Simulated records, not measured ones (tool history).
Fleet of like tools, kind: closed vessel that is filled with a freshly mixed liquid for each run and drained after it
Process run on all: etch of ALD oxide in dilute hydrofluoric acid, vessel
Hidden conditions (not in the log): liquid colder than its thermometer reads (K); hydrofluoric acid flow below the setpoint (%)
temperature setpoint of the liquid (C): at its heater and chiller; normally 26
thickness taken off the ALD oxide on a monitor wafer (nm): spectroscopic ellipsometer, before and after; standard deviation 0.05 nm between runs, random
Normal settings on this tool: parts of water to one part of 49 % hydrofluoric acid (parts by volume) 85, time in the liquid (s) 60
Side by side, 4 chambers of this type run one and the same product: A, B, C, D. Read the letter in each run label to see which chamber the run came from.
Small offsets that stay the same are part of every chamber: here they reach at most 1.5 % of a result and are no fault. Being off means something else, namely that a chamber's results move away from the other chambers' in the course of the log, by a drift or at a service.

| run | hour | temperature setpoint of the liquid (C) | parts of water to one part of 49 % hydrofluoric acid (parts by volume) | time in the liquid (s) | hours since the thermometer was replaced | hours since the hydrofluoric acid flow meter was replaced | read-back film thickness of the ALD oxide reference wafer, read on the same gauge (nm) | thickness taken off the ALD oxide on a monitor wafer (nm) |
|---|---|---|---|---|---|---|---|---|
| 1B | 9.5 | 26 | 85 | 60 | 403.9 | 408.8 | 129.99 | 16.187 |
| 2A | 16.8 | 26 | 85 | 60 | 1201.1 | 234.2 | 130 | 15.975 |
| 3C | 27.4 | 26 | 85 | 60 | 1042.8 | 56.4 | 130.01 | 15.892 |
| 4D | 37.6 | 26 | 85 | 60 | 1157.6 | 38.4 | 130 | 15.858 |
| 5D | 45.7 | 26 | 85 | 60 | 1165.7 | 46.5 | 129.99 | 15.906 |
| 6B | 52.2 | 26 | 85 | 60 | 446.6 | 451.5 | 130.01 | 16.143 |
| 7A | 61.3 | 26 | 85 | 60 | 1245.6 | 278.7 | 130.01 | 15.97 |
| 8C | 67.6 | 26 | 85 | 60 | 1083 | 96.6 | 129.99 | 15.919 |
| 9C | 75.9 | 26 | 85 | 60 | 1091.3 | 104.9 | 130 | 15.955 |
| 10A | 86.2 | 26 | 85 | 75 | 1270.5 | 303.6 | 130 | 19.923 |
| 11B | 91.6 | 26 | 85 | 75 | 486 | 490.9 | 129.98 | 20.163 |
| 12D | 102.4 | 26 | 85 | 75 | 1222.4 | 103.2 | 129.99 | 19.879 |
| 13B | 108.9 | 26 | 85 | 75 | 503.3 | 508.2 | 130.01 | 20.242 |
| 14A | 116.3 | 26 | 85 | 60 | 1300.6 | 333.7 | 130.03 | 15.769 |
| 15D | 124 | 26 | 85 | 60 | 1244 | 124.8 | 130 | 15.854 |
| 16C | 132.4 | 26 | 85 | 60 | 1147.8 | 161.4 | 129.99 | 15.963 |
| 17C | 142.5 | 26 | 85 | 60 | 1157.9 | 171.5 | 130 | 15.991 |
| 18B | 151.8 | 26 | 85 | 60 | 546.2 | 551.1 | 130.02 | 16.142 |
| 19D | 160.5 | 26 | 85 | 60 | 1280.5 | 161.3 | 130 | 15.867 |
| 20A | 167.8 | 26 | 85 | 60 | 1352.1 | 385.2 | 130.01 | 15.529 |
| 21B | 178.9 | 26 | 85 | 60 | 573.3 | 578.2 | 129.99 | 16.147 |
| 22C | 188.5 | 28.5 | 85 | 60 | 1203.9 | 217.5 | 130.01 | 17.52 |
| 23A | 197 | 28.5 | 85 | 60 | 1381.3 | 414.4 | 130.01 | 17.115 |
| 24D | 204 | 28.5 | 85 | 60 | 1324 | 204.8 | 130.01 | 17.52 |
| 25D | 209.6 | 28.5 | 85 | 60 | 1329.6 | 210.4 | 130.01 | 17.653 |
| 26B | 216.3 | 26 | 85 | 60 | 610.7 | 615.6 | 130.02 | 16.1 |

Which is it: a chamber that has drifted or been left off by a service, a gauge drift common to all chambers, or only each chamber's usual small offset? If a chamber is off, name it and its likeliest cause.

One chamber, A, drifts off from the rest bit by bit.
Cause: hydrofluoric acid flow below the setpoint (%) = 3.43.
With only this log, it may be confused with: liquid colder than its thermometer reads (K).

Chamber A could run next with any of the 4 candidate recipes listed below; each alters the usual settings, and their results appear as question marks. Which one brings its results back in line with what the other chambers deliver on the usual settings?
In line means no further than this from the other chambers' mean on the usual settings: thickness taken off the ALD oxide on a monitor wafer (nm) 0.18
| 27A-1 | 224.4 | 27 | 85 | 60 |  |  |  | ? |
| 27A-2 | 224.4 | 26 | 85 | 65 |  |  |  | ? |
| 27A-3 | 224.4 | 25.5 | 90 | 60 |  |  |  | ? |
| 27A-4 | 224.4 | 25 | 85 | 60 |  |  |  | ? |

Average result of the remaining chambers running the usual settings: thickness taken off the ALD oxide on a monitor wafer (nm) 15.998
| run | thickness taken off the ALD oxide on a monitor wafer (nm) |
|---|---|
| 27A-1 | 15.987 |
| 27A-2 | 16.648 |
| 27A-3 | 14.142 |
| 27A-4 | 14.762 |
With 27A-1, the chamber falls back in line with the rest.

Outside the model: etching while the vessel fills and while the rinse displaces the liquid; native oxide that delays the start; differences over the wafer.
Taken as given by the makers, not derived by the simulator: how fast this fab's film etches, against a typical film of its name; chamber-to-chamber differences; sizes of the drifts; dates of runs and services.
